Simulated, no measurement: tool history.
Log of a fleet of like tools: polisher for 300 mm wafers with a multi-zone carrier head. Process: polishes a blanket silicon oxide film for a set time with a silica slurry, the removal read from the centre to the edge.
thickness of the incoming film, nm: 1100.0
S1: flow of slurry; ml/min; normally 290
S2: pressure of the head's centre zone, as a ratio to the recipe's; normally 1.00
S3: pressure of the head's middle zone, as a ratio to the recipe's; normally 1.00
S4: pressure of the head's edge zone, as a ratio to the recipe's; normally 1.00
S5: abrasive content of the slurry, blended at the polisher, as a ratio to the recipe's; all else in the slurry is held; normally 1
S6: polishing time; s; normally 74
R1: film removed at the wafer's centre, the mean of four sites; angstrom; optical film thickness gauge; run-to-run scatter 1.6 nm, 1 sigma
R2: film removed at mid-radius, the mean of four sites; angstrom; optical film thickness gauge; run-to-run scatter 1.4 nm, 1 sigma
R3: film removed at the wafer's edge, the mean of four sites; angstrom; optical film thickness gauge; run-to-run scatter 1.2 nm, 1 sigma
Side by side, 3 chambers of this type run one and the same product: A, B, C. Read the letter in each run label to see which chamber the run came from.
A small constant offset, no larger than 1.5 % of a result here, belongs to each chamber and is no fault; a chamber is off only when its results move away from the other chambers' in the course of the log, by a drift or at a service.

run    day   S1    S2    S3    S4  S5  S6      R1      R2      R3
 1C  0.108  290  1.00  1.00  1.00   1  74  1976.2  1997.8  1985.4
     0.133  -- chamber C: worn pad replaced by a new one
 2B  0.204  290  1.00  1.00  1.00   1  74  1949.3  1974.9  2009.3
 3A  0.329  290  1.00  1.00  1.00   1  74  2002.4  1984.4  1979.3
 4C  0.433  290  1.00  1.00  1.00   1  74  2021.1  1994.9  2015.0
 5B  0.571  290  1.00  1.00  1.00   1  74  1983.2  1972.0  2002.8
 6A  0.650  290  1.00  1.00  1.00   1  74  1973.5  1974.9  1967.3
     0.704  -- chamber B: worn pad replaced by a new one
 7A  0.767  290  1.00  1.00  1.00   1  74  2021.6  1962.0  1983.9
 8C  0.933  290  0.93  0.92  1.00   1  74  1862.4  1821.1  1991.8
 9B  1.025  290  0.93  0.92  1.00   1  74  1845.5  1796.6  1988.7
10A  1.188  290  0.93  0.92  1.00   1  74  1866.9  1827.0  1967.4
11C  1.321  290  1.00  1.00  1.00   1  74  2005.6  2005.5  1999.8
12B  1.483  290  1.00  1.00  1.00   1  74  1956.2  1966.6  2009.5
13B  1.567  335  1.00  1.00  1.05   1  74  2002.0  1999.9  2088.1
     1.600  -- chamber A: centre zone pressure recalibrated
14A  1.642  335  1.00  1.00  1.05   1  74  2255.0  1990.5  2053.0
15C  1.738  335  1.00  1.00  1.05   1  74  2006.6  2032.1  2084.3
16A  1.854  290  1.00  1.00  1.00   1  74  2245.8  1998.8  1985.8
17C  2.033  290  1.00  1.00  1.00   1  74  2013.7  1951.9  1997.7
18B  2.125  290  1.00  1.00  1.00   1  74  1955.4  1957.0  2008.4
19B  2.271  290  1.00  1.00  1.00   1  74  1984.9  1944.6  1993.8
20C  2.446  290  1.00  1.00  1.00   1  74  1988.6  1955.7  2000.9
21A  2.567  290  1.00  1.00  1.00   1  74  2207.9  1999.2  1977.8
22B  2.692  290  1.04  1.00  1.00   1  74  2063.6  1968.0  1984.5

Is one chamber off against the others, does the gauge drift, or is nothing wrong? If a chamber is off, say which, and what the likeliest cause is.

Chamber A has stood off from the others ever since a service on it.
Likeliest cause: centre zone's pressure above its setpoint, % = 9.66.

Below are 4 candidate recipes for chamber A's next run, each the usual settings with a change, their results shown as question marks. Which of them brings A's results back in line with what the other chambers give on the usual settings?
Allowed miss from the other chambers' usual-settings mean, per result, to count as in line: R1 54.0 angstrom; R2 48.0 angstrom; R3 42.0 angstrom
23A-1  2.821  295  1.09  0.99  0.97   1  75   ?   ?   ?
23A-2  2.821  290  1.03  1.00  0.99   1  74   ?   ?   ?
23A-3  2.821  285  0.92  1.01  1.03   1  73   ?   ?   ?
23A-4  2.821  290  0.97  1.00  1.01   1  74   ?   ?   ?

Other chambers, usual settings, mean: R1 1984.3 angstrom; R2 1974.8 angstrom; R3 1991.0 angstrom
  run      R1      R2      R3
23A-1  2472.9  1980.8  1985.1
23A-2  2290.6  1969.5  1976.4
23A-3  1993.9  1958.1  1987.5
23A-4  2145.8  1970.1  1997.2
The right change is 23A-3: it brings the chamber back within the allowed miss of the others.
